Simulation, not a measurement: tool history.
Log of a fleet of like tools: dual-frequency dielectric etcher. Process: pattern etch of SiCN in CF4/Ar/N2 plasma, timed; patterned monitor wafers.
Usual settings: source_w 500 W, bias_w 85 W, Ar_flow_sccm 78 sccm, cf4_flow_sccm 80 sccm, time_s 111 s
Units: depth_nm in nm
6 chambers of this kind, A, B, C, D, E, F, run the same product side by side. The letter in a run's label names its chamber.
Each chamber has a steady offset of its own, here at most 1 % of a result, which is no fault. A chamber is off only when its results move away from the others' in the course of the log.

| run | hour | source_w | bias_w | Ar_flow_sccm | cf4_flow_sccm | time_s | hours since the last wet clean | hours since the last source power generator calibration | hours since the last bias power generator calibration | hours since the last Ar flow controller change | hours since the last CF4 flow controller change | read-back reference wafer on the same gauge, depth_nm | depth_nm |
|---|---|---|---|---|---|---|---|---|---|---|---|---|---|
|  | 0.5 | chamber F: wet clean of the chamber |
|  | 4.1 | chamber B: wet clean of the chamber |
| 1A | 5.1 | 500 | 85 | 78 | 80 | 111 | 301.6 | 967.7 | 2275.6 | 913.1 | 4460.8 | 97.977 | 118 |
| 2E | 12 | 500 | 85 | 78 | 80 | 111 | 310.4 | 2631.7 | 1809.8 | 1224.5 | 1442.7 | 97.981 | 116.97 |
| 3D | 19.6 | 500 | 85 | 78 | 80 | 111 | 372.8 | 1537.4 | 1967.5 | 4473.7 | 2977.3 | 97.918 | 116.17 |
| 4F | 24.8 | 500 | 85 | 78 | 80 | 111 | 24.4 | 1135.3 | 2251.8 | 138.8 | 4292.9 | 97.944 | 116.48 |
| 5C | 30 | 500 | 85 | 78 | 80 | 111 | 104.1 | 2397.5 | 1459.3 | 1593.4 | 282.1 | 98.048 | 115.5 |
| 6B | 33.9 | 500 | 85 | 78 | 80 | 111 | 29.9 | 2595 | 1079.4 | 3246.3 | 2597.6 | 97.939 | 117.45 |
| 7B | 38.3 | 500 | 85 | 78 | 80 | 111 | 34.3 | 2599.4 | 1083.8 | 3250.7 | 2602 | 98.026 | 117.87 |
| 8C | 45 | 500 | 85 | 78 | 80 | 111 | 119.1 | 2412.5 | 1474.3 | 1608.4 | 297.1 | 97.86 | 116.72 |
| 9E | 52.7 | 500 | 85 | 78 | 80 | 111 | 351.1 | 2672.4 | 1850.5 | 1265.2 | 1483.4 | 97.938 | 116.7 |
| 10D | 59.1 | 500 | 85 | 78 | 64 | 111 | 412.3 | 1576.9 | 2007 | 4513.2 | 3016.8 | 97.91 | 114.02 |
| 11F | 67.3 | 500 | 85 | 78 | 64 | 111 | 66.9 | 1177.8 | 2294.3 | 181.3 | 4335.4 | 98.015 | 113.4 |
| 12A | 73.2 | 500 | 85 | 78 | 64 | 111 | 369.7 | 1035.8 | 2343.7 | 981.2 | 4528.9 | 98.01 | 114.2 |
|  | 77 | chamber E: wet clean of the chamber |
| 13D | 77.1 | 500 | 85 | 78 | 64 | 111 | 430.3 | 1594.9 | 2025 | 4531.2 | 3034.8 | 97.933 | 112.57 |
| 14E | 82.5 | 500 | 85 | 78 | 64 | 111 | 5.6 | 2702.2 | 1880.3 | 1295 | 1513.2 | 97.979 | 113.38 |
| 15B | 89.5 | 500 | 85 | 78 | 64 | 111 | 85.5 | 2650.6 | 1135 | 3301.9 | 2653.2 | 98.013 | 113.73 |
| 16A | 94.7 | 500 | 85 | 78 | 80 | 111 | 391.2 | 1057.3 | 2365.2 | 1002.7 | 4550.4 | 97.98 | 118.62 |
| 17C | 100 | 500 | 85 | 78 | 80 | 111 | 174.1 | 2467.5 | 1529.3 | 1663.4 | 352.1 | 98.053 | 115.57 |
| 18F | 106.7 | 500 | 85 | 78 | 80 | 111 | 106.3 | 1217.2 | 2333.7 | 220.7 | 4374.8 | 97.887 | 116.95 |
| 19D | 113.9 | 500 | 85 | 78 | 80 | 111 | 467.1 | 1631.7 | 2061.8 | 4568 | 3071.6 | 97.986 | 116.28 |
| 20B | 120 | 500 | 85 | 78 | 80 | 111 | 116 | 2681.1 | 1165.5 | 3332.4 | 2683.7 | 97.921 | 117.2 |
| 21F | 128.1 | 500 | 85 | 78 | 80 | 111 | 127.7 | 1238.6 | 2355.1 | 242.1 | 4396.2 | 97.955 | 116.64 |
| 22E | 135.8 | 500 | 85 | 78 | 80 | 111 | 58.9 | 2755.5 | 1933.6 | 1348.3 | 1566.5 | 97.956 | 117.02 |
| 23A | 142.2 | 500 | 85 | 78 | 80 | 111 | 438.7 | 1104.8 | 2412.7 | 1050.2 | 4597.9 | 97.952 | 117.6 |
| 24C | 146.6 | 500 | 85 | 78 | 80 | 111 | 220.7 | 2514.1 | 1575.9 | 1710 | 398.7 | 97.919 | 117.46 |
| 25E | 150.8 | 500 | 85 | 78 | 80 | 111 | 73.9 | 2770.5 | 1948.6 | 1363.3 | 1581.5 | 98.095 | 116.54 |
| 26A | 155.6 | 500 | 85 | 78 | 80 | 111 | 452.1 | 1118.2 | 2426.1 | 1063.6 | 4611.3 | 97.953 | 119.09 |
| 27C | 161.7 | 590 | 85 | 78 | 80 | 111 | 235.8 | 2529.2 | 1591 | 1725.1 | 413.8 | 98.023 | 133.8 |
|  | 165.7 | chamber D: wet clean of the chamber |
| 28B | 166.8 | 590 | 85 | 78 | 80 | 111 | 162.8 | 2727.9 | 1212.3 | 3379.2 | 2730.5 | 98.111 | 135.06 |
| 29D | 171.7 | 590 | 85 | 78 | 80 | 111 | 6.1 | 1689.5 | 2119.6 | 4625.8 | 3129.4 | 97.921 | 134.6 |
| 30F | 175.9 | 590 | 85 | 78 | 80 | 111 | 175.5 | 1286.4 | 2402.9 | 289.9 | 4444 | 98.031 | 135.32 |
| 31E | 180.4 | 590 | 85 | 78 | 80 | 111 | 103.5 | 2800.1 | 1978.2 | 1392.9 | 1611.1 | 97.981 | 136.23 |
| 32D | 188.4 | 590 | 85 | 78 | 80 | 111 | 22.8 | 1706.2 | 2136.3 | 4642.5 | 3146.1 | 98.052 | 133.31 |
| 33A | 195.4 | 500 | 85 | 78 | 80 | 111 | 491.9 | 1158 | 2465.9 | 1103.4 | 4651.1 | 98.008 | 118.22 |
| 34F | 203.2 | 500 | 85 | 78 | 80 | 111 | 202.8 | 1313.7 | 2430.2 | 317.2 | 4471.3 | 97.99 | 116.94 |
| 35B | 207.5 | 500 | 85 | 78 | 80 | 111 | 203.5 | 2768.6 | 1253 | 3419.9 | 2771.2 | 98.073 | 117.91 |
| 36C | 214.4 | 500 | 85 | 78 | 80 | 111 | 288.5 | 2581.9 | 1643.7 | 1777.8 | 466.5 | 98.068 | 115.97 |
| 37E | 218.3 | 500 | 85 | 78 | 80 | 111 | 141.4 | 2838 | 2016.1 | 1430.8 | 1649 | 98.173 | 116.92 |

All 6 chambers run these settings next. Forecast each chamber's results:
| 38A | 224.3 | 500 | 85 | 78 | 80 | 111 |  |  |  |  |  |  | ? |
| 38B | 224.3 | 500 | 85 | 78 | 80 | 111 |  |  |  |  |  |  | ? |
| 38C | 224.3 | 500 | 85 | 78 | 80 | 111 |  |  |  |  |  |  | ? |
| 38D | 224.3 | 500 | 85 | 78 | 80 | 111 |  |  |  |  |  |  | ? |
| 38E | 224.3 | 500 | 85 | 78 | 80 | 111 |  |  |  |  |  |  | ? |
| 38F | 224.3 | 500 | 85 | 78 | 80 | 111 |  |  |  |  |  |  | ? |

| run | depth_nm |
|---|---|
| 38A | 117.97 |
| 38B | 118.07 |
| 38C | 116.77 |
| 38D | 115.61 |
| 38E | 115.97 |
| 38F | 117.06 |
